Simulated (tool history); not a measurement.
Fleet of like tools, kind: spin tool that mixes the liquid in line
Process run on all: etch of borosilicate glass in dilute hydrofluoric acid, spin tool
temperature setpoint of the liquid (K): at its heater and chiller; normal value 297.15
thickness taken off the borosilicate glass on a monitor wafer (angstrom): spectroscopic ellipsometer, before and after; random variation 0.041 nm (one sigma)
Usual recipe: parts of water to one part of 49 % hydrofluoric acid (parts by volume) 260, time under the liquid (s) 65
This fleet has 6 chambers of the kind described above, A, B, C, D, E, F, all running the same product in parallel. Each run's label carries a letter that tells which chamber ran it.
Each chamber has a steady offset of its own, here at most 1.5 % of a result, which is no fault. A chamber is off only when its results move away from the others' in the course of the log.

| run | hour | temperature setpoint of the liquid (K) | parts of water to one part of 49 % hydrofluoric acid (parts by volume) | time under the liquid (s) | read-back film thickness of the borosilicate glass reference wafer, read on the same gauge (nm) | thickness taken off the borosilicate glass on a monitor wafer (angstrom) |
|---|---|---|---|---|---|---|
| 1D | 6.7 | 297.15 | 260 | 65 | 150 | 59.846 |
| 2A | 19.3 | 297.15 | 260 | 65 | 149.98 | 60.098 |
|  | 25.4 | chamber F: hydrofluoric acid flow meter replaced |
| 3F | 27.1 | 297.15 | 260 | 65 | 150.02 | 58.734 |
| 4B | 35.9 | 297.15 | 260 | 65 | 150 | 59.577 |
| 5E | 45.1 | 297.15 | 370 | 65 | 149.99 | 37.785 |
| 6C | 57 | 297.15 | 370 | 65 | 149.98 | 37.755 |
| 7E | 63.1 | 297.15 | 370 | 65 | 150 | 37.326 |
| 8F | 74.3 | 297.15 | 370 | 65 | 150.02 | 37.858 |
| 9A | 84.9 | 297.15 | 370 | 65 | 149.99 | 37.311 |
|  | 92.4 | chamber C: thermometer replaced |
| 10C | 94.7 | 297.15 | 370 | 65 | 150 | 37.852 |
| 11D | 107.7 | 297.15 | 260 | 65 | 150 | 59.525 |
|  | 115.3 | chamber B: thermometer replaced |
| 12B | 116.6 | 297.15 | 260 | 65 | 150 | 60.161 |
| 13F | 127.4 | 297.15 | 260 | 65 | 150 | 59.418 |
| 14A | 138.9 | 297.15 | 260 | 65 | 150 | 59.4 |
| 15D | 150.2 | 297.15 | 260 | 65 | 150.01 | 59.464 |
| 16B | 160.1 | 297.15 | 260 | 65 | 150.01 | 59.803 |
|  | 164 | chamber D: hydrofluoric acid flow meter replaced |
| 17C | 169.1 | 297.15 | 260 | 65 | 150.02 | 60.747 |
| 18E | 178.6 | 297.15 | 260 | 65 | 149.99 | 59.531 |
| 19F | 190.7 | 297.15 | 260 | 65 | 150.01 | 60.139 |
| 20D | 199.8 | 297.15 | 260 | 65 | 150.01 | 59.17 |
| 21E | 208.1 | 301.65 | 260 | 65 | 150.01 | 69.528 |
| 22A | 217.1 | 301.65 | 260 | 65 | 150 | 70.078 |
| 23C | 224.1 | 301.65 | 260 | 65 | 149.99 | 71.227 |
| 24B | 233.1 | 301.65 | 260 | 65 | 150 | 69.741 |
| 25B | 243.7 | 301.65 | 260 | 65 | 149.99 | 70.572 |
|  | 251.7 | chamber A: hydrofluoric acid flow meter replaced |
| 26E | 255.2 | 301.65 | 260 | 65 | 149.99 | 69.055 |
| 27D | 262.1 | 297.15 | 260 | 65 | 150.01 | 59.385 |
| 28A | 272.4 | 297.15 | 260 | 65 | 149.99 | 59.877 |
| 29F | 284.2 | 297.15 | 260 | 65 | 150.01 | 59.33 |
| 30C | 292.9 | 297.15 | 260 | 65 | 150.01 | 62.631 |
| 31B | 301.9 | 300.15 | 260 | 35 | 149.98 | 36.093 |
| 32A | 310 | 300.15 | 260 | 35 | 150.01 | 35.398 |
| 33C | 321.4 | 300.15 | 260 | 35 | 150.02 | 38.023 |
| 34F | 329.2 | 300.15 | 260 | 35 | 149.99 | 35.266 |
| 35D | 342.8 | 300.15 | 260 | 35 | 150 | 35.317 |
| 36E | 352.6 | 300.15 | 260 | 35 | 150.01 | 35.385 |
| 37A | 363.4 | 297.15 | 260 | 65 | 149.98 | 59.686 |
| 38D | 371.7 | 297.15 | 260 | 65 | 150.01 | 59.731 |
| 39B | 377.8 | 297.15 | 260 | 65 | 149.98 | 60.135 |

Predict what each chamber gives when all 6 of them run the settings below next.
| 40A | 387.5 | 297.15 | 330 | 65 |  | ? |
| 40B | 387.5 | 297.15 | 330 | 65 |  | ? |
| 40C | 387.5 | 297.15 | 330 | 65 |  | ? |
| 40D | 387.5 | 297.15 | 330 | 65 |  | ? |
| 40E | 387.5 | 297.15 | 330 | 65 |  | ? |
| 40F | 387.5 | 297.15 | 330 | 65 |  | ? |

| run | thickness taken off the borosilicate glass on a monitor wafer (angstrom) |
|---|---|
| 40A | 44.068 |
| 40B | 44.617 |
| 40C | 47.418 |
| 40D | 44.135 |
| 40E | 43.381 |
| 40F | 43.802 |
